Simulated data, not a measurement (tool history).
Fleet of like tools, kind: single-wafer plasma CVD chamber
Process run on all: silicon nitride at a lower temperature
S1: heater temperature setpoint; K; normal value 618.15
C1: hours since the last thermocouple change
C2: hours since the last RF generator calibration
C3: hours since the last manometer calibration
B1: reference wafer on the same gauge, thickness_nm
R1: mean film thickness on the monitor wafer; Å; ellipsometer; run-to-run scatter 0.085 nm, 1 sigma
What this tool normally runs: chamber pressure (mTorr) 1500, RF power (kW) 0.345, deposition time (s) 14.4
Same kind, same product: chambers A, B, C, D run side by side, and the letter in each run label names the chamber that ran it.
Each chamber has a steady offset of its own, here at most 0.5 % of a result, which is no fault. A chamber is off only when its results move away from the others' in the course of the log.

Run 1A, hour 4.3: usual settings; C1 58.7; C2 125.6; C3 961.9; B1 14.914. Result: R1 183.57 Å.
Run 2C, hour 8.8: usual settings; C1 1813.5; C2 617.5; C3 1918.7; B1 14.910. Result: R1 180.55 Å.
Run 3D, hour 14.1: usual settings; C1 162.4; C2 738.9; C3 402.5; B1 14.908. Result: R1 183.31 Å.
Run 4B, hour 17.7: usual settings; C1 1109.6; C2 363.8; C3 1030.0; B1 14.889. Result: R1 184.17 Å.
Run 5C, hour 23.4: usual settings; C1 1828.1; C2 632.1; C3 1933.3; B1 14.891. Result: R1 181.69 Å.
Run 6D, hour 29.2: usual settings; C1 177.5; C2 754.0; C3 417.6; B1 14.912. Result: R1 184.48 Å.
Run 7B, hour 34.4: usual settings; C1 1126.3; C2 380.5; C3 1046.7; B1 14.898. Result: R1 182.85 Å.
Run 8A, hour 37.6: usual settings; C1 92.0; C2 158.9; C3 995.2; B1 14.901. Result: R1 182.68 Å.
Run 9D, hour 43.7: usual settings; C1 192.0; C2 768.5; C3 432.1; B1 14.891. Result: R1 184.17 Å.
Run 10B, hour 47.4: usual settings; C1 1139.3; C2 393.5; C3 1059.7; B1 14.909. Result: R1 184.39 Å.
Run 11C, hour 50.8: usual settings; C1 1855.5; C2 659.5; C3 1960.7; B1 14.899. Result: R1 183.85 Å.
Run 12A, hour 55.3: usual settings; C1 109.7; C2 176.6; C3 1012.9; B1 14.910. Result: R1 182.39 Å.
Run 13A, hour 61.3: usual settings; C1 115.7; C2 182.6; C3 1018.9; B1 14.914. Result: R1 182.85 Å.
Run 14C, hour 65.0: usual settings; C1 1869.7; C2 673.7; C3 1974.9; B1 14.900. Result: R1 181.27 Å.
Run 15B, hour 68.5: usual settings but S1 612.15 K; C1 1160.4; C2 414.6; C3 1080.8; B1 14.879. Result: R1 183.91 Å.
Run 16D, hour 74.1: usual settings but S1 612.15 K; C1 222.4; C2 798.9; C3 462.5; B1 14.890. Result: R1 185.27 Å.
Run 17D, hour 79.4: usual settings but S1 612.15 K; C1 227.7; C2 804.2; C3 467.8; B1 14.900. Result: R1 182.68 Å.
Run 18C, hour 82.7: usual settings but S1 612.15 K; C1 1887.4; C2 691.4; C3 1992.6; B1 14.901. Result: R1 181.50 Å.
Run 19A, hour 87.7: usual settings but S1 624.15 K, RF power (kW) 0.380; C1 142.1; C2 209.0; C3 1045.3; B1 14.877. Result: R1 195.30 Å.
Run 20B, hour 93.8: usual settings but S1 624.15 K, RF power (kW) 0.380; C1 1185.7; C2 439.9; C3 1106.1; B1 14.909. Result: R1 194.33 Å.
Run 21B, hour 97.5: usual settings but S1 624.15 K, RF power (kW) 0.380; C1 1189.4; C2 443.6; C3 1109.8; B1 14.920. Result: R1 195.25 Å.
Run 22D, hour 104.1: usual settings but S1 624.15 K, RF power (kW) 0.380; C1 252.4; C2 828.9; C3 492.5; B1 14.889. Result: R1 195.35 Å.
Run 23A, hour 110.4: usual settings; C1 164.8; C2 231.7; C3 1068.0; B1 14.897. Result: R1 182.04 Å.
Run 24C, hour 114.2: usual settings; C1 1918.9; C2 722.9; C3 2024.1; B1 14.896. Result: R1 178.46 Å.
Run 25A, hour 118.1: usual settings; C1 172.5; C2 239.4; C3 1075.7; B1 14.895. Result: R1 184.66 Å.
Run 26C, hour 121.9: usual settings; C1 1926.6; C2 730.6; C3 2031.8; B1 14.895. Result: R1 176.20 Å.
Run 27D, hour 125.5: usual settings; C1 273.8; C2 850.3; C3 513.9; B1 14.907. Result: R1 184.16 Å.
Run 28B, hour 130.7: usual settings; C1 1222.6; C2 476.8; C3 1143.0; B1 14.892. Result: R1 182.53 Å.
Run 29C, hour 134.3: usual settings; C1 1939.0; C2 743.0; C3 2044.2; B1 14.883. Result: R1 176.32 Å.

Read the log: is a single chamber off, either drifting away or since a service, is the gauge that measures every chamber drifting, or is nothing wrong beyond small per-chamber offsets? Name any odd chamber and what most likely caused it.

It is chamber C that slowly wanders off from its peers.
What lies behind it: delivered RF power below the setpoint (%) = 4.93.

Chamber C could run next with any of the 4 candidate recipes listed below; each alters the usual settings, and their results appear as question marks. Which one brings its results back in line with what the other chambers deliver on the usual settings?
In-line tolerance around the mean of the other chambers on the usual settings: R1 3.00 Å
Run 30C-1, hour 139.3: usual settings but chamber pressure (mTorr) 1430. Result: R1 ?.
Run 30C-2, hour 139.3: usual settings but RF power (kW) 0.365. Result: R1 ?.
Run 30C-3, hour 139.3: usual settings but chamber pressure (mTorr) 1510, deposition time (s) 14.6. Result: R1 ?.
Run 30C-4, hour 139.3: usual settings but chamber pressure (mTorr) 1480, deposition time (s) 13.9. Result: R1 ?.

The mean the other chambers reach with the usual settings: R1 183.54 Å
  run      R1
30C-1  173.74
30C-2  182.79
30C-3  178.81
30C-4  169.32
30C-2 puts the chamber back in line with the other chambers.
